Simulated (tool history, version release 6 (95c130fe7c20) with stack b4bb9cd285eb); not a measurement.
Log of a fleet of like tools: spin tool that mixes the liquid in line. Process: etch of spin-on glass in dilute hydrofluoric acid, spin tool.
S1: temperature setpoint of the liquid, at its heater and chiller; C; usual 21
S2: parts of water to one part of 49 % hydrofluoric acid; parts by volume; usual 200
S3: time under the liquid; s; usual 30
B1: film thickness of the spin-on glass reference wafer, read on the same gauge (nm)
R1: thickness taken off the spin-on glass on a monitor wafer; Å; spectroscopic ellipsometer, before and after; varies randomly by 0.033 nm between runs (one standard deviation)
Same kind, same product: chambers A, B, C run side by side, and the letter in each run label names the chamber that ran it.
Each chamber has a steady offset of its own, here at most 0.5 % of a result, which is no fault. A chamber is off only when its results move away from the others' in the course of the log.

run,day,S1,S2,S3,B1,R1
1C,0.25,21,200,30,109.99,46.486
2B,0.383,21,200,30,110,46.063
3A,0.6,21,200,30,109.99,46.681
4A,0.725,21,200,30,110.01,46.552
5C,0.975,21,200,30,110.01,46.469
6B,1.208,21,200,30,110.01,46.73
7C,1.371,21,200,30,110,46.737
8A,1.625,21,200,30,110,45.995
9B,1.883,21,200,30,110.01,46.544
10A,2.058,21,200,30,110,46.081
11B,2.275,21,200,30,110,46.859
12C,2.508,21,200,30,110,47.159
13C,2.667,21,200,30,110.02,46.654
14A,2.879,21,200,30,110.01,46.307
# day 3.121: chamber B: hydrofluoric acid flow meter replaced
15B,3.125,21,200,30,109.99,46.499
16B,3.262,21,200,30,110.01,46.789
17C,3.462,21,200,30,110,46.531
18A,3.692,21,200,30,110,47.07
19A,3.862,21,200,30,110.01,47.127
20C,3.979,21,200,30,110,46.483
21B,4.171,21,200,30,109.99,46.457
22C,4.358,21,200,30,110,47.078
23A,4.492,21,200,20,109.98,31.503
24B,4.638,21,200,20,109.98,31.007
25B,4.892,21,200,20,109.98,31.269
26A,5.112,21,200,30,109.97,47.561
27C,5.333,21,200,30,110.01,47.238
28B,5.529,21,200,30,110,46.422
29A,5.671,21,200,30,109.99,47.75
30C,5.838,21,200,30,110.03,46.792
31B,6.021,21,200,30,110,46.666
32A,6.208,21,200,30,109.99,47.929
33C,6.454,21,200,30,109.98,47.074
34B,6.617,21,135,30,110,73.193
35C,6.867,21,135,30,109.99,73.359
36A,7.033,21,135,30,109.99,75.721
37B,7.233,21,200,30,110,46.516
38C,7.488,21,200,30,110.02,46.478

Which is it: a chamber that has drifted or been left off by a service, a gauge drift common to all chambers, or only each chamber's usual small offset? If a chamber is off, name it and its likeliest cause.

Little by little, chamber A moves away from the other chambers.
Most likely cause: liquid hotter than its thermometer reads (K) = 1.01.
Not necessarily distinguishable in this log from: hydrofluoric acid flow above the setpoint (%).

Which of the 4 candidates below, each the usual settings with something changed and its results left as question marks, puts chamber A back in line with what the other chambers give on the usual settings?
Allowed miss from the other chambers' usual-settings mean, per result, to count as in line: R1 1.2 Å
39A-1,7.679,23,200,30,,?
39A-2,7.679,19,200,30,,?
39A-3,7.679,21,205,30,,?
39A-4,7.679,22,200,30,,?

The other chambers' mean on the usual settings: R1 46.711 Å
run,R1
39A-1,52.168
39A-2,44.852
39A-3,47.011
39A-4,50.265
39A-3 brings the chamber back in line.
